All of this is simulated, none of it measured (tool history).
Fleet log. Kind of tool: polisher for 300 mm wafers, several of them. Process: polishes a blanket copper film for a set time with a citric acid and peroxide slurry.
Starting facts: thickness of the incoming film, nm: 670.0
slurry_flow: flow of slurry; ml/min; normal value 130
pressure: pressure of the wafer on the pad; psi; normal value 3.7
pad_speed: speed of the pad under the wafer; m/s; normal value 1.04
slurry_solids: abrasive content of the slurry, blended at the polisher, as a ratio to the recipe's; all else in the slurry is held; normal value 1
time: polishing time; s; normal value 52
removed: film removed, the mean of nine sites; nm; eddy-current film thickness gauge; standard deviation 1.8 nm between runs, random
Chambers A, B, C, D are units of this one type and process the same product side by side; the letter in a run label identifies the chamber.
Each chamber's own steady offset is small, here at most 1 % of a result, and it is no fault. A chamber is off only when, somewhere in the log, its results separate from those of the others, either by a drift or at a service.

{"run": "1C", "hour": 5.8, "slurry_flow": 130, "pressure": 3.7, "pad_speed": 1.04, "slurry_solids": 1, "time": 52, "removed": 165.07}
{"hour": 10.3, "done": "chamber A: slurry nozzle cleaned"}
{"run": "2A", "hour": 14.8, "slurry_flow": 130, "pressure": 3.7, "pad_speed": 1.04, "slurry_solids": 1, "time": 52, "removed": 167.1}
{"run": "3B", "hour": 23.5, "slurry_flow": 130, "pressure": 3.7, "pad_speed": 1.04, "slurry_solids": 1, "time": 52, "removed": 165.6}
{"hour": 26.4, "done": "chamber D: slurry nozzle cleaned"}
{"hour": 27.3, "done": "chamber A: worn pad replaced by a new one"}
{"run": "4D", "hour": 31.4, "slurry_flow": 130, "pressure": 3.7, "pad_speed": 1.04, "slurry_solids": 1, "time": 52, "removed": 163.56}
{"run": "5B", "hour": 40.3, "slurry_flow": 130, "pressure": 3.7, "pad_speed": 1.04, "slurry_solids": 1, "time": 52, "removed": 164.57}
{"hour": 42.0, "done": "chamber C: worn pad replaced by a new one"}
{"run": "6C", "hour": 46.6, "slurry_flow": 130, "pressure": 3.7, "pad_speed": 1.04, "slurry_solids": 1, "time": 52, "removed": 168.62}
{"hour": 47.4, "done": "chamber D: slurry blender recalibrated"}
{"run": "7A", "hour": 56.4, "slurry_flow": 130, "pressure": 3.7, "pad_speed": 1.04, "slurry_solids": 1, "time": 52, "removed": 162.83}
{"hour": 61.3, "done": "chamber B: slurry blender recalibrated"}
{"run": "8D", "hour": 66.3, "slurry_flow": 130, "pressure": 3.7, "pad_speed": 1.04, "slurry_solids": 1, "time": 52, "removed": 158.99}
{"run": "9B", "hour": 78.1, "slurry_flow": 130, "pressure": 3.7, "pad_speed": 1.04, "slurry_solids": 1, "time": 52, "removed": 162.67}
{"hour": 79.9, "done": "chamber D: worn pad replaced by a new one"}
{"run": "10D", "hour": 87.3, "slurry_flow": 130, "pressure": 3.7, "pad_speed": 1.04, "slurry_solids": 1, "time": 52, "removed": 164.42}
{"hour": 89.8, "done": "chamber A: worn pad replaced by a new one"}
{"run": "11A", "hour": 97.3, "slurry_flow": 130, "pressure": 3.7, "pad_speed": 1.04, "slurry_solids": 1, "time": 52, "removed": 164.21}
{"hour": 102.6, "done": "chamber C: slurry blender recalibrated"}
{"run": "12C", "hour": 108.5, "slurry_flow": 130, "pressure": 2.6, "pad_speed": 1.28, "slurry_solids": 1, "time": 52, "removed": 141.47}
{"run": "13A", "hour": 120.1, "slurry_flow": 130, "pressure": 2.6, "pad_speed": 1.28, "slurry_solids": 1, "time": 52, "removed": 144.35}
{"run": "14C", "hour": 132.0, "slurry_flow": 130, "pressure": 2.6, "pad_speed": 1.28, "slurry_solids": 1, "time": 52, "removed": 142.3}
{"run": "15D", "hour": 143.5, "slurry_flow": 130, "pressure": 2.6, "pad_speed": 1.28, "slurry_solids": 1, "time": 52, "removed": 144.37}
{"run": "16B", "hour": 151.8, "slurry_flow": 130, "pressure": 3.7, "pad_speed": 1.04, "slurry_solids": 1, "time": 52, "removed": 156.86}
{"hour": 160.1, "done": "chamber A: worn pad replaced by a new one"}
{"run": "17B", "hour": 160.7, "slurry_flow": 130, "pressure": 3.7, "pad_speed": 1.04, "slurry_solids": 1, "time": 52, "removed": 158.03}
{"run": "18D", "hour": 170.1, "slurry_flow": 130, "pressure": 3.7, "pad_speed": 1.04, "slurry_solids": 1, "time": 52, "removed": 164.97}
{"run": "19C", "hour": 175.7, "slurry_flow": 130, "pressure": 2.9, "pad_speed": 1.04, "slurry_solids": 1, "time": 52, "removed": 132.11}
{"run": "20A", "hour": 183.3, "slurry_flow": 130, "pressure": 2.9, "pad_speed": 1.04, "slurry_solids": 1, "time": 52, "removed": 131.2}
{"hour": 188.1, "done": "chamber C: worn pad replaced by a new one"}
{"hour": 189.3, "done": "chamber A: slurry nozzle cleaned"}
{"run": "21D", "hour": 195.1, "slurry_flow": 130, "pressure": 2.9, "pad_speed": 1.04, "slurry_solids": 1, "time": 52, "removed": 128.63}
{"run": "22B", "hour": 202.9, "slurry_flow": 130, "pressure": 2.9, "pad_speed": 1.04, "slurry_solids": 1, "time": 52, "removed": 122.57}
{"run": "23A", "hour": 209.8, "slurry_flow": 130, "pressure": 2.7, "pad_speed": 1.04, "slurry_solids": 1, "time": 36, "removed": 83.514}
{"hour": 220.5, "done": "chamber A: worn pad replaced by a new one"}
{"run": "24C", "hour": 220.9, "slurry_flow": 130, "pressure": 2.7, "pad_speed": 1.04, "slurry_solids": 1, "time": 36, "removed": 83.064}
{"hour": 226.7, "done": "chamber D: worn pad replaced by a new one"}
{"run": "25B", "hour": 228.3, "slurry_flow": 130, "pressure": 2.7, "pad_speed": 1.04, "slurry_solids": 1, "time": 36, "removed": 78.126}
{"hour": 228.4, "done": "chamber C: slurry blender recalibrated"}
{"run": "26C", "hour": 238.6, "slurry_flow": 130, "pressure": 2.7, "pad_speed": 1.04, "slurry_solids": 1, "time": 36, "removed": 82.537}
{"run": "27D", "hour": 243.9, "slurry_flow": 130, "pressure": 3.7, "pad_speed": 1.04, "slurry_solids": 1, "time": 52, "removed": 160.08}
{"run": "28A", "hour": 250.6, "slurry_flow": 130, "pressure": 3.7, "pad_speed": 1.04, "slurry_solids": 1, "time": 52, "removed": 162.4}
{"hour": 250.9, "done": "chamber B: slurry blender recalibrated"}
{"run": "29C", "hour": 258.7, "slurry_flow": 130, "pressure": 3.7, "pad_speed": 1.04, "slurry_solids": 1, "time": 52, "removed": 161.21}
{"run": "30A", "hour": 265.6, "slurry_flow": 130, "pressure": 3.7, "pad_speed": 1.04, "slurry_solids": 0.85, "time": 52, "removed": 161}
{"run": "31B", "hour": 275.5, "slurry_flow": 130, "pressure": 3.7, "pad_speed": 1.04, "slurry_solids": 0.85, "time": 52, "removed": 145.95}
{"run": "32D", "hour": 283.9, "slurry_flow": 130, "pressure": 3.7, "pad_speed": 1.04, "slurry_solids": 0.85, "time": 52, "removed": 158.9}
{"run": "33D", "hour": 294.4, "slurry_flow": 130, "pressure": 3.7, "pad_speed": 1.04, "slurry_solids": 0.85, "time": 52, "removed": 157.55}
{"hour": 297.2, "done": "chamber A: worn pad replaced by a new one"}
{"run": "34C", "hour": 302.2, "slurry_flow": 130, "pressure": 3.7, "pad_speed": 1.04, "slurry_solids": 1, "time": 52, "removed": 162.22}
{"hour": 302.7, "done": "chamber A: slurry blender recalibrated"}
{"run": "35B", "hour": 313.1, "slurry_flow": 130, "pressure": 3.2, "pad_speed": 1.04, "slurry_solids": 1, "time": 52, "removed": 132.41}
{"run": "36A", "hour": 319.7, "slurry_flow": 130, "pressure": 3.2, "pad_speed": 1.04, "slurry_solids": 1, "time": 52, "removed": 142.96}
{"run": "37A", "hour": 325.2, "slurry_flow": 130, "pressure": 3.2, "pad_speed": 1.04, "slurry_solids": 1, "time": 52, "removed": 143.34}
{"run": "38B", "hour": 330.4, "slurry_flow": 130, "pressure": 3.2, "pad_speed": 1.04, "slurry_solids": 1, "time": 52, "removed": 129.27}
{"hour": 335.2, "done": "chamber C: worn pad replaced by a new one"}
{"run": "39C", "hour": 338.3, "slurry_flow": 130, "pressure": 3.7, "pad_speed": 1.04, "slurry_solids": 1.15, "time": 52, "removed": 171.35}

Next, every chamber runs the same settings. What will each give?
{"run": "40A", "hour": 346.8, "slurry_flow": 165, "pressure": 3.7, "pad_speed": 1.04, "slurry_solids": 1, "time": 52, "removed": "?"}
{"run": "40B", "hour": 346.8, "slurry_flow": 165, "pressure": 3.7, "pad_speed": 1.04, "slurry_solids": 1, "time": 52, "removed": "?"}
{"run": "40C", "hour": 346.8, "slurry_flow": 165, "pressure": 3.7, "pad_speed": 1.04, "slurry_solids": 1, "time": 52, "removed": "?"}
{"run": "40D", "hour": 346.8, "slurry_flow": 165, "pressure": 3.7, "pad_speed": 1.04, "slurry_solids": 1, "time": 52, "removed": "?"}

run=40A removed=173.52
run=40B removed=155.21
run=40C removed=171.92
run=40D removed=170.48

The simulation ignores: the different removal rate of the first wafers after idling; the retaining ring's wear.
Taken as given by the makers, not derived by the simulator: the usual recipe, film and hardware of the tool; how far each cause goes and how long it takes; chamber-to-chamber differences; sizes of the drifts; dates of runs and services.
